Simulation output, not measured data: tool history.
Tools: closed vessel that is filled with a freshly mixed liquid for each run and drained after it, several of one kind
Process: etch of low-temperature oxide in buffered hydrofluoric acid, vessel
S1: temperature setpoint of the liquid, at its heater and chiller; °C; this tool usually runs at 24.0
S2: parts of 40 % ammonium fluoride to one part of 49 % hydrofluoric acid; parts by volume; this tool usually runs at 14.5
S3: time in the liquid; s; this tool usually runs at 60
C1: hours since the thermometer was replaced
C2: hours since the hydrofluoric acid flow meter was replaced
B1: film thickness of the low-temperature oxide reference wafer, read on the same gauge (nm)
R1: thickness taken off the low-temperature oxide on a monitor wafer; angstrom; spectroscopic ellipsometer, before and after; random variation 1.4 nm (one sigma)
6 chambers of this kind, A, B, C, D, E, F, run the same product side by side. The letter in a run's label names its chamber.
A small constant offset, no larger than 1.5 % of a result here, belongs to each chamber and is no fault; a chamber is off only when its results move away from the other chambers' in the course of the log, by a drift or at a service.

run 1F hour=8.1 | S1=24.0 S2=14.5 S3=60 | C1=1223.4 C2=118.6 | B1=150.00 | R1=2248.2
run 2B hour=18.7 | S1=24.0 S2=14.5 S3=60 | C1=939.9 C2=21.8 | B1=149.96 | R1=2245.7
run 3E hour=26.5 | S1=24.0 S2=14.5 S3=60 | C1=317.7 C2=378.7 | B1=149.96 | R1=2261.9
run 4D hour=32.5 | S1=24.0 S2=14.5 S3=60 | C1=1140.5 C2=139.0 | B1=149.99 | R1=2228.4
-- hour=34.8 chamber C: thermometer replaced
run 5C hour=38.1 | S1=24.0 S2=14.5 S3=60 | C1=3.4 C2=1094.1 | B1=150.02 | R1=2213.0
run 6A hour=43.5 | S1=24.0 S2=14.5 S3=60 | C1=451.6 C2=255.3 | B1=150.03 | R1=2232.9
run 7C hour=49.5 | S1=24.0 S2=8.5 S3=80 | C1=14.8 C2=1105.5 | B1=149.98 | R1=4826.8
run 8B hour=60.3 | S1=24.0 S2=8.5 S3=80 | C1=981.5 C2=63.4 | B1=150.00 | R1=4892.6
run 9A hour=68.1 | S1=24.0 S2=8.5 S3=80 | C1=476.2 C2=279.9 | B1=149.99 | R1=4893.3
run 10F hour=75.0 | S1=24.0 S2=8.5 S3=80 | C1=1290.3 C2=185.5 | B1=149.99 | R1=4829.1
run 11D hour=82.5 | S1=24.0 S2=8.5 S3=80 | C1=1190.5 C2=189.0 | B1=150.03 | R1=4864.0
run 12E hour=90.5 | S1=24.0 S2=8.5 S3=80 | C1=381.7 C2=442.7 | B1=150.00 | R1=4828.2
run 13C hour=101.9 | S1=24.0 S2=14.5 S3=60 | C1=67.2 C2=1157.9 | B1=150.01 | R1=2185.9
run 14F hour=113.1 | S1=24.0 S2=14.5 S3=60 | C1=1328.4 C2=223.6 | B1=150.01 | R1=2233.0
run 15B hour=124.1 | S1=19.5 S2=14.5 S3=60 | C1=1045.3 C2=127.2 | B1=150.02 | R1=1752.7
run 16D hour=131.9 | S1=19.5 S2=14.5 S3=60 | C1=1239.9 C2=238.4 | B1=150.01 | R1=1717.3
run 17E hour=138.5 | S1=19.5 S2=14.5 S3=60 | C1=429.7 C2=490.7 | B1=150.02 | R1=1750.1
run 18A hour=144.5 | S1=19.5 S2=14.5 S3=60 | C1=552.6 C2=356.3 | B1=149.99 | R1=1746.7
run 19D hour=149.7 | S1=19.5 S2=14.5 S3=60 | C1=1257.7 C2=256.2 | B1=149.99 | R1=1735.1
run 20E hour=155.7 | S1=19.5 S2=14.5 S3=60 | C1=446.9 C2=507.9 | B1=149.98 | R1=1763.1
run 21F hour=162.7 | S1=24.0 S2=14.5 S3=60 | C1=1378.0 C2=273.2 | B1=149.97 | R1=2242.8
run 22A hour=168.2 | S1=24.0 S2=14.5 S3=60 | C1=576.3 C2=380.0 | B1=150.01 | R1=2219.4
run 23B hour=178.8 | S1=24.0 S2=14.5 S3=60 | C1=1100.0 C2=181.9 | B1=149.99 | R1=2210.4
run 24C hour=189.0 | S1=24.0 S2=14.5 S3=40 | C1=154.3 C2=1245.0 | B1=150.00 | R1=1421.9
run 25C hour=198.5 | S1=24.0 S2=14.5 S3=40 | C1=163.8 C2=1254.5 | B1=149.99 | R1=1416.4
run 26F hour=207.3 | S1=24.0 S2=14.5 S3=40 | C1=1422.6 C2=317.8 | B1=150.02 | R1=1474.6
run 27B hour=212.6 | S1=24.0 S2=14.5 S3=40 | C1=1133.8 C2=215.7 | B1=149.98 | R1=1505.2
run 28A hour=222.4 | S1=24.0 S2=14.5 S3=40 | C1=630.5 C2=434.2 | B1=149.99 | R1=1469.9
run 29D hour=231.9 | S1=24.0 S2=14.5 S3=40 | C1=1339.9 C2=338.4 | B1=150.00 | R1=1497.7
run 30E hour=238.4 | S1=24.0 S2=14.5 S3=60 | C1=529.6 C2=590.6 | B1=150.00 | R1=2263.7
run 31B hour=246.6 | S1=24.0 S2=14.5 S3=60 | C1=1167.8 C2=249.7 | B1=149.95 | R1=2241.3
run 32C hour=258.0 | S1=24.0 S2=14.5 S3=60 | C1=223.3 C2=1314.0 | B1=150.01 | R1=2079.6
run 33F hour=268.5 | S1=24.0 S2=14.5 S3=60 | C1=1483.8 C2=379.0 | B1=150.04 | R1=2238.2
run 34D hour=279.9 | S1=24.0 S2=14.5 S3=60 | C1=1387.9 C2=386.4 | B1=149.99 | R1=2210.0
run 35A hour=289.6 | S1=24.0 S2=14.5 S3=60 | C1=697.7 C2=501.4 | B1=150.02 | R1=2215.2
run 36E hour=297.5 | S1=24.0 S2=14.5 S3=60 | C1=588.7 C2=649.7 | B1=150.03 | R1=2270.3
run 37C hour=307.5 | S1=24.0 S2=14.5 S3=60 | C1=272.8 C2=1363.5 | B1=150.03 | R1=2026.0
run 38E hour=315.1 | S1=24.0 S2=14.5 S3=60 | C1=606.3 C2=667.3 | B1=149.97 | R1=2256.6

Next, every chamber runs the same settings. What will each give?
run 39A hour=323.3 | S1=24.0 S2=14.5 S3=60 | R1=?
run 39B hour=323.3 | S1=24.0 S2=14.5 S3=60 | R1=?
run 39C hour=323.3 | S1=24.0 S2=14.5 S3=60 | R1=?
run 39D hour=323.3 | S1=24.0 S2=14.5 S3=60 | R1=?
run 39E hour=323.3 | S1=24.0 S2=14.5 S3=60 | R1=?
run 39F hour=323.3 | S1=24.0 S2=14.5 S3=60 | R1=?

run=39A R1=2222.4
run=39B R1=2236.8
run=39C R1=2040.2
run=39D R1=2226.7
run=39E R1=2237.5
run=39F R1=2212.8
